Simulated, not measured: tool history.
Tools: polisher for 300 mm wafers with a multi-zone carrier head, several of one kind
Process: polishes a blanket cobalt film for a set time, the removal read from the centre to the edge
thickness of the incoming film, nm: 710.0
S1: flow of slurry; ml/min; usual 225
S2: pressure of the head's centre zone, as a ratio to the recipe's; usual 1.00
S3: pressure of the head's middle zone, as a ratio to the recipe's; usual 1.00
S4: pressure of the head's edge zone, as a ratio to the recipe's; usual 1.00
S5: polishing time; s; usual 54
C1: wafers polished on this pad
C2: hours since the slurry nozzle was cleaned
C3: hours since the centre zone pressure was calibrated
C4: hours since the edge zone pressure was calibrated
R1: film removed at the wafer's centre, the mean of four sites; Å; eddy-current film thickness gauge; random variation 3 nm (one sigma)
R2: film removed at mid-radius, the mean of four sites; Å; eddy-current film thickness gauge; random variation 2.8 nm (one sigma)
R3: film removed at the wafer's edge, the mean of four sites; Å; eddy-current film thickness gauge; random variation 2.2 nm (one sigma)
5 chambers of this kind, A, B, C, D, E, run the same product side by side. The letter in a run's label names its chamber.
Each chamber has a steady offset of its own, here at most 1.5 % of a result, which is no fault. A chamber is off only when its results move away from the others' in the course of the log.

run 1A hour=11.2 | S1=225 S2=1.00 S3=1.00 S4=1.00 S5=54 | C1=156 C2=479.4 C3=125.7 C4=176.5 | R1=2381.2 R2=2351.2 R3=2398.8
-- hour=14.0 chamber E: worn pad replaced by a new one
run 2D hour=19.5 | S1=225 S2=1.00 S3=1.00 S4=1.00 S5=54 | C1=651 C2=321.8 C3=571.1 C4=518.5 | R1=2433.7 R2=2403.3 R3=2410.9
run 3B hour=26.6 | S1=225 S2=1.00 S3=1.00 S4=1.00 S5=54 | C1=739 C2=61.0 C3=151.7 C4=627.6 | R1=2343.9 R2=2427.8 R3=2462.7
run 4C hour=39.3 | S1=225 S2=1.00 S3=1.00 S4=1.00 S5=54 | C1=1183 C2=390.4 C3=308.9 C4=715.5 | R1=2470.3 R2=2445.9 R3=2402.5
run 5E hour=52.5 | S1=225 S2=1.00 S3=1.00 S4=1.00 S5=54 | C1=418 C2=99.8 C3=497.4 C4=466.7 | R1=2364.8 R2=2392.3 R3=2397.4
run 6D hour=67.2 | S1=225 S2=1.00 S3=1.00 S4=1.00 S5=54 | C1=1169 C2=369.5 C3=618.8 C4=566.2 | R1=2410.2 R2=2365.0 R3=2401.3
-- hour=67.4 chamber D: worn pad replaced by a new one
-- hour=67.7 chamber E: centre zone pressure recalibrated
-- hour=78.5 chamber B: worn pad replaced by a new one
run 7E hour=80.5 | S1=225 S2=1.00 S3=1.00 S4=1.00 S5=54 | C1=722 C2=127.8 C3=12.9 C4=494.7 | R1=2383.8 R2=2386.3 R3=2349.6
run 8A hour=92.0 | S1=225 S2=1.00 S3=1.00 S4=1.00 S5=54 | C1=1034 C2=560.2 C3=206.5 C4=257.3 | R1=2383.4 R2=2386.8 R3=2374.3
run 9B hour=105.2 | S1=225 S2=1.00 S3=1.00 S4=1.00 S5=54 | C1=290 C2=139.6 C3=230.3 C4=706.2 | R1=2432.9 R2=2429.5 R3=2432.8
-- hour=113.1 chamber A: worn pad replaced by a new one
run 10C hour=118.2 | S1=225 S2=1.00 S3=1.00 S4=1.00 S5=54 | C1=2040 C2=469.3 C3=387.8 C4=794.4 | R1=2406.1 R2=2409.5 R3=2417.7
-- hour=125.6 chamber E: worn pad replaced by a new one
run 11A hour=128.2 | S1=225 S2=1.00 S3=1.00 S4=1.00 S5=54 | C1=164 C2=596.4 C3=242.7 C4=293.5 | R1=2370.5 R2=2378.8 R3=2334.7
run 12B hour=137.9 | S1=225 S2=1.00 S3=1.00 S4=1.00 S5=54 | C1=645 C2=172.3 C3=263.0 C4=738.9 | R1=2383.0 R2=2406.9 R3=2440.4
-- hour=141.3 chamber C: edge zone pressure recalibrated
run 13D hour=148.9 | S1=225 S2=1.00 S3=1.00 S4=1.00 S5=54 | C1=885 C2=451.2 C3=700.5 C4=647.9 | R1=2373.0 R2=2357.4 R3=2380.3
run 14E hour=157.7 | S1=285 S2=1.00 S3=1.08 S4=1.00 S5=54 | C1=348 C2=205.0 C3=90.1 C4=571.9 | R1=2461.2 R2=2621.8 R3=2420.1
run 15C hour=165.0 | S1=285 S2=1.00 S3=1.08 S4=1.00 S5=54 | C1=2549 C2=516.1 C3=434.6 C4=23.8 | R1=2463.6 R2=2606.9 R3=2429.6
-- hour=173.1 chamber D: worn pad replaced by a new one
run 16C hour=177.8 | S1=285 S2=1.00 S3=1.08 S4=1.00 S5=54 | C1=2688 C2=528.9 C3=447.4 C4=36.6 | R1=2499.9 R2=2619.2 R3=2393.2
run 17B hour=190.2 | S1=285 S2=1.00 S3=1.08 S4=1.00 S5=54 | C1=1213 C2=224.6 C3=315.3 C4=791.2 | R1=2508.2 R2=2707.4 R3=2481.8
run 18D hour=201.6 | S1=285 S2=1.00 S3=1.08 S4=1.00 S5=54 | C1=310 C2=503.9 C3=753.2 C4=700.6 | R1=2459.9 R2=2598.4 R3=2433.4
run 19A hour=209.8 | S1=225 S2=1.00 S3=1.00 S4=1.00 S5=54 | C1=1051 C2=678.0 C3=324.3 C4=375.1 | R1=2373.2 R2=2323.9 R3=2369.6
-- hour=210.1 chamber B: worn pad replaced by a new one
run 20E hour=216.9 | S1=225 S2=1.00 S3=1.00 S4=1.00 S5=54 | C1=992 C2=264.2 C3=149.3 C4=631.1 | R1=2415.3 R2=2383.0 R3=2388.4
run 21E hour=230.3 | S1=225 S2=1.00 S3=1.00 S4=1.00 S5=54 | C1=1137 C2=277.6 C3=162.7 C4=644.5 | R1=2350.6 R2=2412.0 R3=2373.0
-- hour=230.7 chamber A: worn pad replaced by a new one
run 22A hour=242.0 | S1=225 S2=1.00 S3=1.00 S4=1.00 S5=54 | C1=123 C2=710.2 C3=356.5 C4=407.3 | R1=2385.6 R2=2390.2 R3=2402.8
-- hour=256.0 chamber E: worn pad replaced by a new one
run 23C hour=256.1 | S1=225 S2=1.00 S3=1.00 S4=1.00 S5=54 | C1=3539 C2=607.2 C3=525.7 C4=114.9 | R1=2293.5 R2=2346.4 R3=2325.1
-- hour=262.4 chamber A: centre zone pressure recalibrated
run 24B hour=264.0 | S1=225 S2=1.00 S3=1.00 S4=1.00 S5=54 | C1=586 C2=298.4 C3=389.1 C4=865.0 | R1=2368.5 R2=2385.5 R3=2407.0
-- hour=268.9 chamber B: slurry nozzle cleaned
run 25D hour=279.4 | S1=225 S2=0.95 S3=1.00 S4=1.00 S5=54 | C1=1155 C2=581.7 C3=831.0 C4=778.4 | R1=2296.8 R2=2423.5 R3=2441.2
-- hour=284.6 chamber D: worn pad replaced by a new one
run 26C hour=295.1 | S1=225 S2=0.95 S3=1.00 S4=1.00 S5=54 | C1=3962 C2=646.2 C3=564.7 C4=153.9 | R1=2203.3 R2=2294.0 R3=2291.9
run 27B hour=306.6 | S1=225 S2=0.95 S3=1.00 S4=1.00 S5=54 | C1=1049 C2=37.7 C3=431.7 C4=907.6 | R1=2275.2 R2=2416.2 R3=2430.3
run 28D hour=316.5 | S1=225 S2=0.95 S3=1.00 S4=1.00 S5=54 | C1=347 C2=618.8 C3=868.1 C4=815.5 | R1=2252.4 R2=2364.8 R3=2399.6
-- hour=327.5 chamber B: worn pad replaced by a new one
run 29A hour=331.9 | S1=225 S2=0.95 S3=1.00 S4=1.00 S5=54 | C1=1100 C2=800.1 C3=69.5 C4=497.2 | R1=2274.8 R2=2382.5 R3=2357.8
-- hour=338.6 chamber A: worn pad replaced by a new one
-- hour=346.5 chamber A: slurry nozzle cleaned
run 30E hour=347.6 | S1=225 S2=1.00 S3=1.00 S4=0.96 S5=54 | C1=995 C2=394.9 C3=280.0 C4=761.8 | R1=2461.1 R2=2386.7 R3=2370.6
run 31C hour=361.5 | S1=225 S2=1.00 S3=1.00 S4=0.96 S5=54 | C1=4684 C2=712.6 C3=631.1 C4=220.3 | R1=2245.0 R2=2223.1 R3=2182.9
-- hour=362.3 chamber C: slurry nozzle cleaned
-- hour=367.6 chamber D: centre zone pressure recalibrated
run 32D hour=372.6 | S1=225 S2=1.00 S3=1.00 S4=0.96 S5=54 | C1=957 C2=674.9 C3=5.0 C4=871.6 | R1=2387.7 R2=2416.2 R3=2356.3
-- hour=373.0 chamber E: worn pad replaced by a new one
-- hour=382.0 chamber D: worn pad replaced by a new one
run 33A hour=387.2 | S1=225 S2=1.00 S3=1.00 S4=0.96 S5=54 | C1=529 C2=40.8 C3=124.8 C4=552.5 | R1=2410.1 R2=2412.9 R3=2340.7
-- hour=387.4 chamber C: centre zone pressure recalibrated
run 34B hour=394.9 | S1=225 S2=1.00 S3=1.00 S4=0.96 S5=54 | C1=732 C2=126.0 C3=520.0 C4=995.9 | R1=2448.8 R2=2403.5 R3=2389.6
run 35E hour=408.0 | S1=225 S2=1.00 S3=1.00 S4=1.00 S5=54 | C1=380 C2=455.3 C3=340.4 C4=822.2 | R1=2379.4 R2=2364.6 R3=2412.4
-- hour=412.0 chamber D: edge zone pressure recalibrated
run 36E hour=422.3 | S1=225 S2=1.00 S3=1.00 S4=1.00 S5=54 | C1=535 C2=469.6 C3=354.7 C4=836.5 | R1=2404.6 R2=2362.5 R3=2397.8
run 37B hour=432.5 | S1=225 S2=1.00 S3=1.00 S4=1.00 S5=54 | C1=1141 C2=163.6 C3=557.6 C4=1033.5 | R1=2386.6 R2=2403.8 R3=2406.2
-- hour=438.4 chamber B: worn pad replaced by a new one
run 38D hour=446.1 | S1=225 S2=1.00 S3=1.00 S4=1.00 S5=54 | C1=696 C2=748.4 C3=78.5 C4=34.2 | R1=2386.2 R2=2378.9 R3=2420.0
run 39C hour=455.5 | S1=225 S2=1.00 S3=1.00 S4=1.00 S5=54 | C1=5705 C2=93.2 C3=68.1 C4=314.3 | R1=2224.1 R2=2275.3 R3=2222.6
-- hour=456.9 chamber A: worn pad replaced by a new one
run 40A hour=463.3 | S1=225 S2=1.00 S3=1.00 S4=1.00 S5=54 | C1=69 C2=116.9 C3=200.9 C4=628.6 | R1=2400.0 R2=2395.4 R3=2404.5
run 41D hour=476.2 | S1=225 S2=1.00 S3=1.00 S4=1.00 S5=54 | C1=1023 C2=778.5 C3=108.6 C4=64.3 | R1=2407.5 R2=2375.9 R3=2417.1
run 42E hour=488.6 | S1=225 S2=1.00 S3=1.00 S4=0.88 S5=54 | C1=1256 C2=535.9 C3=421.0 C4=902.8 | R1=2448.0 R2=2372.0 R3=2219.0
run 43B hour=501.5 | S1=225 S2=1.00 S3=1.00 S4=0.88 S5=54 | C1=685 C2=232.6 C3=626.6 C4=1102.5 | R1=2347.0 R2=2383.8 R3=2302.5
run 44C hour=509.9 | S1=225 S2=1.00 S3=1.00 S4=0.88 S5=54 | C1=6296 C2=147.6 C3=122.5 C4=368.7 | R1=2192.3 R2=2159.8 R3=1983.0

All 5 chambers run these settings next. Forecast each chamber's results:
run 45A hour=521.2 | S1=225 S2=1.00 S3=1.00 S4=1.00 S5=54 | R1=? R2=? R3=?
run 45B hour=521.2 | S1=225 S2=1.00 S3=1.00 S4=1.00 S5=54 | R1=? R2=? R3=?
run 45C hour=521.2 | S1=225 S2=1.00 S3=1.00 S4=1.00 S5=54 | R1=? R2=? R3=?
run 45D hour=521.2 | S1=225 S2=1.00 S3=1.00 S4=1.00 S5=54 | R1=? R2=? R3=?
run 45E hour=521.2 | S1=225 S2=1.00 S3=1.00 S4=1.00 S5=54 | R1=? R2=? R3=?

run=45A R1=2379.3 R2=2337.3 R3=2402.1
run=45B R1=2407.3 R2=2401.8 R3=2440.2
run=45C R1=2185.7 R2=2168.1 R3=2156.3
run=45D R1=2373.9 R2=2314.8 R3=2391.2
run=45E R1=2412.4 R2=2448.2 R3=2375.5
